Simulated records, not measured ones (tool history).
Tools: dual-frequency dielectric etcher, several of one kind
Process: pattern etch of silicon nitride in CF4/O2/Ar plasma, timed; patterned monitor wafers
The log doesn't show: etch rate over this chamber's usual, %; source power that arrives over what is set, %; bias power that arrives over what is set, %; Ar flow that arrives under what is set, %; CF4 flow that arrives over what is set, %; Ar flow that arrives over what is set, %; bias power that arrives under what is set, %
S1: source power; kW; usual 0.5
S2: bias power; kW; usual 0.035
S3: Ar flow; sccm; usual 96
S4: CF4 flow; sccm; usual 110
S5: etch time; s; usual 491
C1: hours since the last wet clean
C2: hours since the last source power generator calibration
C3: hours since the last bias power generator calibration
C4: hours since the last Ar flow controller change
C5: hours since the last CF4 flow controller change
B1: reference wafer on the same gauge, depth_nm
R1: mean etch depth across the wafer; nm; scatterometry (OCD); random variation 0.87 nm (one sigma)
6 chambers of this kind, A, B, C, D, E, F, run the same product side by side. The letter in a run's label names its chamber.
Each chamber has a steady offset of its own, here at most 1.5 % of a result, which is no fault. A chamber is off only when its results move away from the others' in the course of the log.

{"run": "1B", "hour": 8.2, "S1": 0.5, "S2": 0.035, "S3": 96, "S4": 110, "S5": 491, "C1": 481.3, "C2": 194.5, "C3": 422.9, "C4": 2761.8, "C5": 2746.5, "B1": 976.91, "R1": 838.7}
{"run": "2A", "hour": 19.5, "S1": 0.5, "S2": 0.035, "S3": 96, "S4": 110, "S5": 491, "C1": 574.1, "C2": 3252.8, "C3": 911.9, "C4": 2632.5, "C5": 392.4, "B1": 976.76, "R1": 834.55}
{"run": "3C", "hour": 28.0, "S1": 0.5, "S2": 0.035, "S3": 96, "S4": 110, "S5": 491, "C1": 189.6, "C2": 42.5, "C3": 168.8, "C4": 394.8, "C5": 292.6, "B1": 976.71, "R1": 834.21}
{"run": "4D", "hour": 38.9, "S1": 0.5, "S2": 0.035, "S3": 96, "S4": 110, "S5": 491, "C1": 191.6, "C2": 1901.6, "C3": 1795.8, "C4": 3411.5, "C5": 3267.4, "B1": 976.57, "R1": 847.71}
{"run": "5F", "hour": 50.2, "S1": 0.5, "S2": 0.035, "S3": 96, "S4": 110, "S5": 491, "C1": 161.9, "C2": 590.3, "C3": 4051.3, "C4": 2379, "C5": 898.6, "B1": 976.4, "R1": 836.13}
{"run": "6E", "hour": 65.8, "S1": 0.5, "S2": 0.035, "S3": 96, "S4": 110, "S5": 491, "C1": 128.1, "C2": 2083.5, "C3": 1238.1, "C4": 2016, "C5": 1707.6, "B1": 976.33, "R1": 827.35}
{"hour": 69.9, "done": "chamber F: Ar flow controller replaced"}
{"run": "7A", "hour": 75.2, "S1": 0.5, "S2": 0.035, "S3": 96, "S4": 110, "S5": 491, "C1": 629.8, "C2": 3308.5, "C3": 967.6, "C4": 2688.2, "C5": 448.1, "B1": 976.26, "R1": 832.46}
{"hour": 78.1, "done": "chamber B: wet clean of the chamber"}
{"run": "8D", "hour": 84.6, "S1": 0.5, "S2": 0.035, "S3": 96, "S4": 110, "S5": 491, "C1": 237.3, "C2": 1947.3, "C3": 1841.5, "C4": 3457.2, "C5": 3313.1, "B1": 976.16, "R1": 846.29}
{"hour": 88.4, "done": "chamber A: wet clean of the chamber"}
{"run": "9F", "hour": 92.2, "S1": 0.5, "S2": 0.035, "S3": 96, "S4": 110, "S5": 491, "C1": 203.9, "C2": 632.3, "C3": 4093.3, "C4": 22.3, "C5": 940.6, "B1": 976.03, "R1": 834.63}
{"run": "10E", "hour": 100.6, "S1": 0.5, "S2": 0.035, "S3": 96, "S4": 110, "S5": 491, "C1": 162.9, "C2": 2118.3, "C3": 1272.9, "C4": 2050.8, "C5": 1742.4, "B1": 975.96, "R1": 827.42}
{"run": "11B", "hour": 112.0, "S1": 0.5, "S2": 0.035, "S3": 96, "S4": 110, "S5": 491, "C1": 34, "C2": 298.3, "C3": 526.7, "C4": 2865.6, "C5": 2850.3, "B1": 975.59, "R1": 839.14}
{"run": "12C", "hour": 120.4, "S1": 0.5, "S2": 0.035, "S3": 96, "S4": 110, "S5": 491, "C1": 282, "C2": 134.9, "C3": 261.2, "C4": 487.2, "C5": 385, "B1": 975.77, "R1": 835.63}
{"run": "13E", "hour": 135.5, "S1": 0.5, "S2": 0.035, "S3": 96, "S4": 110, "S5": 491, "C1": 197.8, "C2": 2153.2, "C3": 1307.8, "C4": 2085.7, "C5": 1777.3, "B1": 975.85, "R1": 825.66}
{"run": "14F", "hour": 147.6, "S1": 0.5, "S2": 0.035, "S3": 96, "S4": 110, "S5": 491, "C1": 259.3, "C2": 687.7, "C3": 4148.7, "C4": 77.7, "C5": 996, "B1": 975.34, "R1": 835.06}
{"run": "15B", "hour": 155.9, "S1": 0.62, "S2": 0.035, "S3": 96, "S4": 110, "S5": 429.5, "C1": 77.9, "C2": 342.2, "C3": 570.6, "C4": 2909.5, "C5": 2894.2, "B1": 975.33, "R1": 883.71}
{"run": "16A", "hour": 168.9, "S1": 0.62, "S2": 0.035, "S3": 96, "S4": 110, "S5": 429.5, "C1": 80.6, "C2": 3402.2, "C3": 1061.3, "C4": 2781.9, "C5": 541.8, "B1": 975.07, "R1": 880.72}
{"run": "17D", "hour": 177.9, "S1": 0.62, "S2": 0.035, "S3": 96, "S4": 110, "S5": 429.5, "C1": 330.6, "C2": 2040.6, "C3": 1934.8, "C4": 3550.5, "C5": 3406.4, "B1": 975.03, "R1": 894.33}
{"run": "18C", "hour": 188.1, "S1": 0.62, "S2": 0.035, "S3": 96, "S4": 110, "S5": 429.5, "C1": 349.7, "C2": 202.6, "C3": 328.9, "C4": 554.9, "C5": 452.7, "B1": 974.65, "R1": 880.18}
{"run": "19D", "hour": 196.5, "S1": 0.62, "S2": 0.035, "S3": 96, "S4": 110, "S5": 429.5, "C1": 349.2, "C2": 2059.2, "C3": 1953.4, "C4": 3569.1, "C5": 3425, "B1": 974.77, "R1": 896.88}
{"run": "20F", "hour": 203.7, "S1": 0.62, "S2": 0.035, "S3": 96, "S4": 110, "S5": 429.5, "C1": 315.4, "C2": 743.8, "C3": 4204.8, "C4": 133.8, "C5": 1052.1, "B1": 974.61, "R1": 885.16}
{"run": "21B", "hour": 214.6, "S1": 0.5, "S2": 0.035, "S3": 96, "S4": 110, "S5": 491, "C1": 136.6, "C2": 400.9, "C3": 629.3, "C4": 2968.2, "C5": 2952.9, "B1": 974.9, "R1": 836.21}
{"run": "22C", "hour": 221.5, "S1": 0.5, "S2": 0.035, "S3": 96, "S4": 110, "S5": 491, "C1": 383.1, "C2": 236, "C3": 362.3, "C4": 588.3, "C5": 486.1, "B1": 974.66, "R1": 834.66}
{"run": "23E", "hour": 234.5, "S1": 0.41, "S2": 0.035, "S3": 75, "S4": 110, "S5": 491, "C1": 296.8, "C2": 2252.2, "C3": 1406.8, "C4": 2184.7, "C5": 1876.3, "B1": 974.25, "R1": 712.39}
{"hour": 238.7, "done": "chamber C: wet clean of the chamber"}
{"run": "24A", "hour": 243.2, "S1": 0.41, "S2": 0.035, "S3": 75, "S4": 110, "S5": 491, "C1": 154.9, "C2": 3476.5, "C3": 1135.6, "C4": 2856.2, "C5": 616.1, "B1": 974.37, "R1": 718.97}
{"run": "25E", "hour": 251.5, "S1": 0.41, "S2": 0.035, "S3": 75, "S4": 110, "S5": 491, "C1": 313.8, "C2": 2269.2, "C3": 1423.8, "C4": 2201.7, "C5": 1893.3, "B1": 974.17, "R1": 712.79}
{"run": "26C", "hour": 263.5, "S1": 0.41, "S2": 0.035, "S3": 75, "S4": 110, "S5": 491, "C1": 24.9, "C2": 278, "C3": 404.3, "C4": 630.3, "C5": 528.1, "B1": 974.26, "R1": 723.06}
{"run": "27D", "hour": 278.7, "S1": 0.41, "S2": 0.035, "S3": 75, "S4": 110, "S5": 491, "C1": 431.4, "C2": 2141.4, "C3": 2035.6, "C4": 3651.3, "C5": 3507.2, "B1": 973.94, "R1": 731.15}
{"run": "28A", "hour": 287.1, "S1": 0.41, "S2": 0.035, "S3": 75, "S4": 110, "S5": 491, "C1": 198.8, "C2": 3520.4, "C3": 1179.5, "C4": 2900.1, "C5": 660, "B1": 973.9, "R1": 718.05}
{"run": "29F", "hour": 295.5, "S1": 0.5, "S2": 0.035, "S3": 96, "S4": 110, "S5": 491, "C1": 407.2, "C2": 835.6, "C3": 4296.6, "C4": 225.6, "C5": 1143.9, "B1": 973.6, "R1": 833.81}
{"hour": 302.7, "done": "chamber D: wet clean of the chamber"}
{"run": "30B", "hour": 303.2, "S1": 0.5, "S2": 0.035, "S3": 96, "S4": 110, "S5": 491, "C1": 225.2, "C2": 489.5, "C3": 717.9, "C4": 3056.8, "C5": 3041.5, "B1": 973.71, "R1": 836.06}
{"hour": 307.6, "done": "chamber A: Ar flow controller replaced"}
{"hour": 312.5, "done": "chamber D: Ar flow controller replaced"}
{"run": "31A", "hour": 317.0, "S1": 0.5, "S2": 0.035, "S3": 96, "S4": 110, "S5": 491, "C1": 228.7, "C2": 3550.3, "C3": 1209.4, "C4": 9.5, "C5": 689.9, "B1": 973.27, "R1": 831.89}
{"run": "32F", "hour": 325.5, "S1": 0.5, "S2": 0.035, "S3": 96, "S4": 110, "S5": 491, "C1": 437.2, "C2": 865.6, "C3": 4326.6, "C4": 255.6, "C5": 1173.9, "B1": 973.4, "R1": 833.88}
{"run": "33B", "hour": 340.9, "S1": 0.5, "S2": 0.035, "S3": 96, "S4": 110, "S5": 491, "C1": 262.9, "C2": 527.2, "C3": 755.6, "C4": 3094.5, "C5": 3079.2, "B1": 973.09, "R1": 835.01}
{"run": "34E", "hour": 352.3, "S1": 0.5, "S2": 0.035, "S3": 96, "S4": 110, "S5": 491, "C1": 414.6, "C2": 2370, "C3": 1524.6, "C4": 2302.5, "C5": 1994.1, "B1": 973.17, "R1": 826.34}
{"run": "35C", "hour": 360.0, "S1": 0.5, "S2": 0.035, "S3": 96, "S4": 110, "S5": 491, "C1": 121.4, "C2": 374.5, "C3": 500.8, "C4": 726.8, "C5": 624.6, "B1": 972.89, "R1": 832.23}
{"run": "36D", "hour": 373.4, "S1": 0.5, "S2": 0.035, "S3": 96, "S4": 110, "S5": 491, "C1": 70.7, "C2": 2236.1, "C3": 2130.3, "C4": 61, "C5": 3601.9, "B1": 973, "R1": 844.29}

Next, every chamber runs the same settings. What will each give?
{"run": "37A", "hour": 384.8, "S1": 0.5, "S2": 0.035, "S3": 110, "S4": 110, "S5": 491, "R1": "?"}
{"run": "37B", "hour": 384.8, "S1": 0.5, "S2": 0.035, "S3": 110, "S4": 110, "S5": 491, "R1": "?"}
{"run": "37C", "hour": 384.8, "S1": 0.5, "S2": 0.035, "S3": 110, "S4": 110, "S5": 491, "R1": "?"}
{"run": "37D", "hour": 384.8, "S1": 0.5, "S2": 0.035, "S3": 110, "S4": 110, "S5": 491, "R1": "?"}
{"run": "37E", "hour": 384.8, "S1": 0.5, "S2": 0.035, "S3": 110, "S4": 110, "S5": 491, "R1": "?"}
{"run": "37F", "hour": 384.8, "S1": 0.5, "S2": 0.035, "S3": 110, "S4": 110, "S5": 491, "R1": "?"}

run=37A R1=814.37
run=37B R1=821.27
run=37C R1=817.09
run=37D R1=829.52
run=37E R1=808.03
run=37F R1=817.46

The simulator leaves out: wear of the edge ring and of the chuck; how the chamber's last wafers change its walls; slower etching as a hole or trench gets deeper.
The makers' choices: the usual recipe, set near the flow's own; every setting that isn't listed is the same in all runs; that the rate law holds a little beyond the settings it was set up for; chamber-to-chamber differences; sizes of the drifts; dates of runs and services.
